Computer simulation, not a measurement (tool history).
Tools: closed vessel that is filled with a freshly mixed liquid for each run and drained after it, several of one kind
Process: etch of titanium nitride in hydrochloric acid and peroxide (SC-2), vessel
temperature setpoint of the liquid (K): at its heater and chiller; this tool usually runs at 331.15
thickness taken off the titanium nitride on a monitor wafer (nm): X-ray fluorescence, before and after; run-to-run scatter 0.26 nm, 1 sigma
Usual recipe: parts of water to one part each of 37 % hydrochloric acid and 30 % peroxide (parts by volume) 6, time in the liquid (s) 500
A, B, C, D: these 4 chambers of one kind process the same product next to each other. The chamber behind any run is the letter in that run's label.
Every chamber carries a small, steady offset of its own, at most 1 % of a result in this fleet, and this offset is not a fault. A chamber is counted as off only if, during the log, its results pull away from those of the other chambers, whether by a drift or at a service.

run	hour	temperature setpoint of the liquid (K)	parts of water to one part each of 37 % hydrochloric acid and 30 % peroxide (parts by volume)	time in the liquid (s)	hours since the thermometer was replaced	hours since the chemicals flow meter was replaced	hours since the drum of peroxide was connected	read-back film thickness of the titanium nitride reference wafer, read on the same gauge (nm)	thickness taken off the titanium nitride on a monitor wafer (nm)
1B	6.7	331.15	6	500	680.3	362.8	579.2	120.01	34.609
2C	15.4	331.15	6	500	1692.8	1126	988	120.04	34.82
3D	21	331.15	6	500	1633	418.4	749.2	120.03	35.048
4A	26.1	331.15	6	500	430.3	295.6	185.1	119.97	34.902
5D	34.2	331.15	6	500	1646.2	431.6	762.4	120.02	34.894
6A	38.6	331.15	6	500	442.8	308.1	197.6	120.01	34.474
7C	45.4	331.15	6	500	1722.8	1156	1018	119.99	34.751
# hour 48.9: chamber B: new drum of peroxide connected
8B	53.7	331.15	6	500	727.3	409.8	4.9	120	34.53
9B	61.1	331.15	6	500	734.7	417.2	12.3	120.01	34.744
10C	66.2	331.15	6	500	1743.6	1176.8	1038.8	120	34.889
# hour 72.7: chamber C: new drum of peroxide connected
11D	74.8	331.15	6	500	1686.8	472.2	803	119.99	35.617
12A	78.6	331.15	6	500	482.8	348.1	237.6	119.97	35.106
13B	87.3	331.15	6	500	760.9	443.4	38.5	120	34.527
14C	93.3	331.15	6	500	1770.7	1203.9	20.6	120	34.448
15D	100.2	325.15	6	235	1712.2	497.6	828.4	120.01	11.201
16A	106.6	325.15	6	235	510.8	376.1	265.6	120	11.035
17A	110.8	325.15	6	235	515	380.3	269.8	120.02	11.122
18B	116.8	325.15	6	235	790.4	472.9	68	119.99	10.908
19D	122.2	331.15	5	745	1734.2	519.6	850.4	120.01	60.33
20C	127.2	331.15	5	745	1804.6	1237.8	54.5	119.97	57.741
21A	135.3	331.15	5	745	539.5	404.8	294.3	120.02	60.056
22D	141.8	331.15	5	745	1753.8	539.2	870	119.96	59.384
23B	149.6	331.15	6	500	823.2	505.7	100.8	120.03	34.547
24C	156.9	331.15	6	500	1834.3	1267.5	84.2	119.98	32.984
25D	165.7	324.65	6	500	1777.7	563.1	893.9	120.02	22.951
26B	171	324.65	6	500	844.6	527.1	122.2	119.97	22.366
27C	175.8	324.65	6	500	1853.2	1286.4	103.1	120	21.192

Next, all 4 chambers run the settings below, one line each with question marks for the results. What does each chamber give?
28A	182.1	331.15	6	500					?
28B	182.1	331.15	6	500					?
28C	182.1	331.15	6	500					?
28D	182.1	331.15	6	500					?

run	thickness taken off the titanium nitride on a monitor wafer (nm)
28A	35.072
28B	34.929
28C	32.692
28D	34.87
